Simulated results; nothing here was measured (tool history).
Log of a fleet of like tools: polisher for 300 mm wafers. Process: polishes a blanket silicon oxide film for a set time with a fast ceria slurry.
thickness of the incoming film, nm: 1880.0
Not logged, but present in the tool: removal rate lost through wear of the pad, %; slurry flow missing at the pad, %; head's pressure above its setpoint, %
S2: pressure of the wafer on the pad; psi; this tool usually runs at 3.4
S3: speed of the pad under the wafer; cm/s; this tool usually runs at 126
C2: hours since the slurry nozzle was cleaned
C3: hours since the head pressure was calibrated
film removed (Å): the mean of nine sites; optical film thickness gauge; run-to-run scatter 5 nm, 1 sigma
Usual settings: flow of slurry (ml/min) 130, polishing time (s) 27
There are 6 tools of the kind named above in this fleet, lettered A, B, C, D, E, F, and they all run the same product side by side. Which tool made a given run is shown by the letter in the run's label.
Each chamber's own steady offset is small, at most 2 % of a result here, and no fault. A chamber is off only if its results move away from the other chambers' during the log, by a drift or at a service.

Run 1A, hour 9.1: usual settings; wafers polished on this pad 443; C2 423.4; C3 699.1. Result: film removed (Å) 7657.7.
At hour 14.6: chamber F: slurry nozzle cleaned.
At hour 17.5: chamber A: slurry nozzle cleaned.
Run 2F, hour 19.1: usual settings; wafers polished on this pad 555; C2 4.5; C3 157.1. Result: film removed (Å) 7754.5.
Run 3E, hour 25.5: usual settings; wafers polished on this pad 905; C2 118.1; C3 385.0. Result: film removed (Å) 7747.9.
Run 4C, hour 33.9: usual settings; wafers polished on this pad 931; C2 373.4; C3 425.5. Result: film removed (Å) 7680.0.
At hour 38.1: chamber A: head pressure recalibrated.
Run 5B, hour 39.0: usual settings; wafers polished on this pad 1057; C2 124.8; C3 214.8. Result: film removed (Å) 7640.4.
At hour 43.3: chamber D: worn pad replaced by a new one.
At hour 43.8: chamber A: worn pad replaced by a new one.
At hour 44.7: chamber E: worn pad replaced by a new one.
Run 6D, hour 45.2: usual settings; wafers polished on this pad 19; C2 141.0; C3 714.4. Result: film removed (Å) 7669.3.
Run 7B, hour 56.1: usual settings; wafers polished on this pad 1229; C2 141.9; C3 231.9. Result: film removed (Å) 7751.1.
Run 8C, hour 66.2: usual settings; wafers polished on this pad 1256; C2 405.7; C3 457.8. Result: film removed (Å) 7725.1.
Run 9E, hour 77.8: usual settings; wafers polished on this pad 332; C2 170.4; C3 437.3. Result: film removed (Å) 7754.1.
Run 10A, hour 85.1: usual settings but flow of slurry (ml/min) 105, polishing time (s) 33; wafers polished on this pad 416; C2 67.6; C3 47.0. Result: film removed (Å) 8941.9.
Run 11D, hour 92.3: usual settings but flow of slurry (ml/min) 105, polishing time (s) 33; wafers polished on this pad 492; C2 188.1; C3 761.5. Result: film removed (Å) 9043.1.
At hour 95.1: chamber B: worn pad replaced by a new one.
Run 12F, hour 97.9: usual settings but flow of slurry (ml/min) 105, polishing time (s) 33; wafers polished on this pad 1347; C2 83.3; C3 235.9. Result: film removed (Å) 9110.6.
At hour 98.0: chamber F: worn pad replaced by a new one.
Run 13D, hour 104.0: usual settings but flow of slurry (ml/min) 105, polishing time (s) 33; wafers polished on this pad 610; C2 199.8; C3 773.2. Result: film removed (Å) 8974.4.
Run 14B, hour 112.4: usual settings but flow of slurry (ml/min) 105, polishing time (s) 33; wafers polished on this pad 174; C2 198.2; C3 288.2. Result: film removed (Å) 8886.0.
At hour 117.7: chamber D: head pressure recalibrated.
Run 15C, hour 120.4: usual settings but flow of slurry (ml/min) 105, polishing time (s) 33; wafers polished on this pad 1801; C2 459.9; C3 512.0. Result: film removed (Å) 8928.5.
Run 16A, hour 129.5: usual settings; wafers polished on this pad 862; C2 112.0; C3 91.4. Result: film removed (Å) 7590.4.
At hour 130.9: chamber A: worn pad replaced by a new one.
Run 17F, hour 140.2: usual settings; wafers polished on this pad 424; C2 125.6; C3 278.2. Result: film removed (Å) 7816.3.
Run 18E, hour 148.0: usual settings but flow of slurry (ml/min) 170; wafers polished on this pad 1038; C2 240.6; C3 507.5. Result: film removed (Å) 8139.8.
At hour 150.1: chamber E: slurry nozzle cleaned.
Run 19B, hour 159.1: usual settings but flow of slurry (ml/min) 170; wafers polished on this pad 643; C2 244.9; C3 334.9. Result: film removed (Å) 8062.0.
At hour 161.3: chamber E: worn pad replaced by a new one.
Run 20C, hour 165.6: usual settings but flow of slurry (ml/min) 170; wafers polished on this pad 2255; C2 505.1; C3 557.2. Result: film removed (Å) 8003.9.
Run 21A, hour 172.2: usual settings but flow of slurry (ml/min) 170; wafers polished on this pad 416; C2 154.7; C3 134.1. Result: film removed (Å) 7956.5.
Run 22E, hour 182.5: usual settings but flow of slurry (ml/min) 170; wafers polished on this pad 213; C2 32.4; C3 542.0. Result: film removed (Å) 8073.1.
Run 23F, hour 189.5: usual settings but flow of slurry (ml/min) 170; wafers polished on this pad 920; C2 174.9; C3 327.5. Result: film removed (Å) 8231.5.
At hour 191.0: chamber D: worn pad replaced by a new one.
Run 24D, hour 200.3: usual settings; wafers polished on this pad 94; C2 296.1; C3 82.7. Result: film removed (Å) 7663.5.
At hour 210.8: chamber F: worn pad replaced by a new one.
Run 25F, hour 211.2: usual settings; wafers polished on this pad 4; C2 196.6; C3 349.2. Result: film removed (Å) 7860.9.
At hour 219.5: chamber A: worn pad replaced by a new one.
At hour 219.5: chamber B: worn pad replaced by a new one.
Run 26A, hour 219.6: usual settings; wafers polished on this pad 1; C2 202.1; C3 181.5. Result: film removed (Å) 7639.6.
Run 27E, hour 229.3: usual settings; wafers polished on this pad 684; C2 79.2; C3 588.8. Result: film removed (Å) 7661.3.
At hour 234.4: chamber F: slurry nozzle cleaned.
Run 28C, hour 240.7: usual settings but S2 3.9 psi, polishing time (s) 30; wafers polished on this pad 3011; C2 580.2; C3 632.3. Result: film removed (Å) 9516.3.
Run 29B, hour 246.4: usual settings but S2 3.9 psi, polishing time (s) 30; wafers polished on this pad 270; C2 332.2; C3 422.2. Result: film removed (Å) 9860.1.
At hour 250.7: chamber B: slurry nozzle cleaned.
Run 30D, hour 254.4: usual settings but S2 3.9 psi, polishing time (s) 30; wafers polished on this pad 638; C2 350.2; C3 136.8. Result: film removed (Å) 9753.9.
Run 31F, hour 262.2: usual settings but S2 3.9 psi, polishing time (s) 30; wafers polished on this pad 516; C2 27.9; C3 400.2. Result: film removed (Å) 9902.8.
At hour 263.5: chamber E: worn pad replaced by a new one.
Run 32A, hour 269.2: usual settings but S2 3.9 psi, polishing time (s) 30; wafers polished on this pad 499; C2 251.7; C3 231.1. Result: film removed (Å) 9658.3.
Run 33C, hour 277.9: usual settings but S2 3.9 psi, polishing time (s) 30; wafers polished on this pad 3385; C2 617.4; C3 669.5. Result: film removed (Å) 9412.0.
Run 34E, hour 288.6: usual settings; wafers polished on this pad 252; C2 138.5; C3 648.1. Result: film removed (Å) 7701.2.
Run 35B, hour 294.2: usual settings but flow of slurry (ml/min) 115, polishing time (s) 30; wafers polished on this pad 751; C2 43.5; C3 470.0. Result: film removed (Å) 8342.1.
Run 36D, hour 304.2: usual settings but flow of slurry (ml/min) 115, polishing time (s) 30; wafers polished on this pad 1139; C2 400.0; C3 186.6. Result: film removed (Å) 8357.3.
At hour 305.5: chamber A: worn pad replaced by a new one.
Run 37C, hour 310.9: usual settings but flow of slurry (ml/min) 115, polishing time (s) 30; wafers polished on this pad 3716; C2 650.4; C3 702.5. Result: film removed (Å) 8035.2.
Run 38B, hour 316.0: usual settings but flow of slurry (ml/min) 115, polishing time (s) 30; wafers polished on this pad 970; C2 65.3; C3 491.8. Result: film removed (Å) 8278.7.
At hour 318.0: chamber E: head pressure recalibrated.
Run 39A, hour 321.7: usual settings but flow of slurry (ml/min) 115, polishing time (s) 30; wafers polished on this pad 163; C2 304.2; C3 283.6. Result: film removed (Å) 8288.9.
Run 40D, hour 328.3: usual settings but flow of slurry (ml/min) 115, polishing time (s) 30; wafers polished on this pad 1381; C2 424.1; C3 210.7. Result: film removed (Å) 8293.5.
Run 41E, hour 337.6: usual settings but S2 2.3 psi; wafers polished on this pad 745; C2 187.5; C3 19.7. Result: film removed (Å) 5197.6.

One chamber off, gauge drift, or nothing amiss beyond the chambers' own small offsets? If it is a chamber, which one, and what is the likeliest cause?

Chamber C drifts away from the others.
Most likely cause: removal rate lost through wear of the pad, % = 5.03.
The log may not tell that from: slurry flow missing at the pad, %; head's pressure below its setpoint, %.

Which of the 4 candidates below, each the usual settings with something changed and its results left as question marks, puts chamber C back in line with what the other chambers give on the usual settings?
In-line tolerance around the mean of the other chambers on the usual settings: film removed (Å) 180.0
Run 42C-1, hour 346.1: usual settings but S3 124 cm/s. Result: film removed (Å) ?.
Run 42C-2, hour 346.1: usual settings but S3 128 cm/s, polishing time (s) 28. Result: film removed (Å) ?.
Run 42C-3, hour 346.1: usual settings but S2 3.3 psi, S3 122 cm/s. Result: film removed (Å) ?.
Run 42C-4, hour 346.1: usual settings but S3 128 cm/s. Result: film removed (Å) ?.

The mean the other chambers reach with the usual settings: film removed (Å) 7710.8
  run  film removed (Å)
42C-1            7204.8
42C-2            7713.2
42C-3            6883.1
42C-4            7437.7
42C-2 is the one that brings the chamber's results back in line with the other chambers.

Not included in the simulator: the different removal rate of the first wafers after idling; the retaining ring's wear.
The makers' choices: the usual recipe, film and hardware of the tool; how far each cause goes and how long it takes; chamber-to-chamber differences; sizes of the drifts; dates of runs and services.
